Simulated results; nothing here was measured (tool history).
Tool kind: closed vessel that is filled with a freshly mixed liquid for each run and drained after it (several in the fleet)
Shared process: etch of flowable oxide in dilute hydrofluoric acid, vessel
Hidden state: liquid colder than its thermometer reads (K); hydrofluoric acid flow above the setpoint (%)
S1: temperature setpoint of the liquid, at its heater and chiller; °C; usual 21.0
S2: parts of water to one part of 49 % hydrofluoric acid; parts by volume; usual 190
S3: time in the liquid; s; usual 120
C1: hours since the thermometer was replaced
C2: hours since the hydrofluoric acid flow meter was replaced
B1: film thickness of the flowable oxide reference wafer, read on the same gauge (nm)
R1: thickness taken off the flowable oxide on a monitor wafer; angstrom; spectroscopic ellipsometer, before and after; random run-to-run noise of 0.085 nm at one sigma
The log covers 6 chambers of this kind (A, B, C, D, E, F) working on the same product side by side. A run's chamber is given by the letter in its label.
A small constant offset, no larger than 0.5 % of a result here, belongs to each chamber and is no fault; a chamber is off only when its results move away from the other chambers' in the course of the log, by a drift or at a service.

run     day    S1   S2   S3      C1      C2      B1       R1
 1B   0.279  21.0  190  120   721.7  1049.0  79.998  184.760
 2F   0.567  21.0  190  120   341.7   312.5  79.999  184.730
 3C   0.850  21.0  190  120   251.2  1962.0  79.983  185.100
      1.083  -- chamber C: hydrofluoric acid flow meter replaced
 4E   1.138  21.0  190  120   192.8   141.3  80.001  185.400
 5A   1.512  21.0  190  120   742.1    54.5  79.992  185.230
 6D   1.700  21.0  190  120  1226.3   242.9  80.032  185.780
 7E   2.017  21.0  190  120   213.9   162.4  79.999  186.230
      2.242  -- chamber A: thermometer replaced
 8C   2.362  21.0  190  120   287.5    30.7  80.013  184.910
 9B   2.692  21.0  190  120   779.6  1106.9  80.026  185.660
10D   2.950  21.0  190  120  1256.3   272.9  79.988  186.480
11F   3.288  21.0  190  120   407.0   377.8  79.983  185.450
12A   3.625  21.0  190  120    33.2   105.2  79.983  183.010
13D   4.025  21.0  190  120  1282.1   298.7  80.020  184.590
14E   4.342  21.0  190  120   269.7   218.2  80.006  185.050
15C   4.558  25.5  190  180   340.2    83.4  79.991  329.260
16A   4.862  25.5  190  180    62.9   134.9  80.036  328.060
17B   5.208  25.5  190  180   840.0  1167.3  79.989  329.980
18F   5.562  25.5  190  180   461.6   432.4  79.999  328.960
19F   5.875  25.5  190  180   469.1   439.9  79.991  328.750
20C   6.179  25.5  190  180   379.1   122.3  80.017  328.680
21E   6.542  21.0  265  100   322.5   271.0  80.020  101.700
22B   6.762  21.0  265  100   877.3  1204.6  80.009  103.060
23A   7.042  21.0  265  100   115.2   187.2  80.018  102.390
24D   7.258  21.0  265  100  1359.7   376.3  80.003  102.560
25D   7.583  21.0  265  100  1367.5   384.1  80.014  103.320
26E   7.954  21.0  265  100   356.4   304.9  79.977  101.760
27F   8.283  21.0  140  185   526.9   497.7  80.009  406.090
28A   8.454  21.0  140  185   149.1   221.1  79.970  411.280
29B   8.838  21.0  140  185   927.1  1254.4  79.982  405.040
30C   9.038  21.0  140  185   447.7   190.9  79.979  409.450
31E   9.367  21.0  140  185   390.3   338.8  79.984  412.890
32F   9.567  21.0  140  185   557.7   528.5  79.997  405.590
33D   9.779  21.0  190  120  1420.2   436.8  80.012  186.340
34A  10.138  21.0  190  120   189.5   261.5  80.014  186.370
35B  10.512  21.0  160  165   967.3  1294.6  80.002  312.030
36C  10.783  21.0  160  165   489.6   232.8  79.983  315.060
37B  11.004  21.0  160  165   979.1  1306.4  80.040  310.940
38D  11.188  21.0  160  165  1454.0   470.6  80.025  311.960
39C  11.396  21.0  160  165   504.3   247.5  79.980  313.300
40F  11.742  21.0  160  165   609.9   580.7  79.972  312.940
41E  11.933  17.0  190   60   451.9   400.4  80.024   79.496
42A  12.246  17.0  190   60   240.1   312.1  80.008   78.385
43D  12.625  17.0  190   60  1488.5   505.1  79.981   79.357

One chamber off, gauge drift, or nothing amiss beyond the chambers' own small offsets? If it is a chamber, which one, and what is the likeliest cause?

Nothing is wrong: each chamber keeps only its own small, steady offset and the gauge holds still.
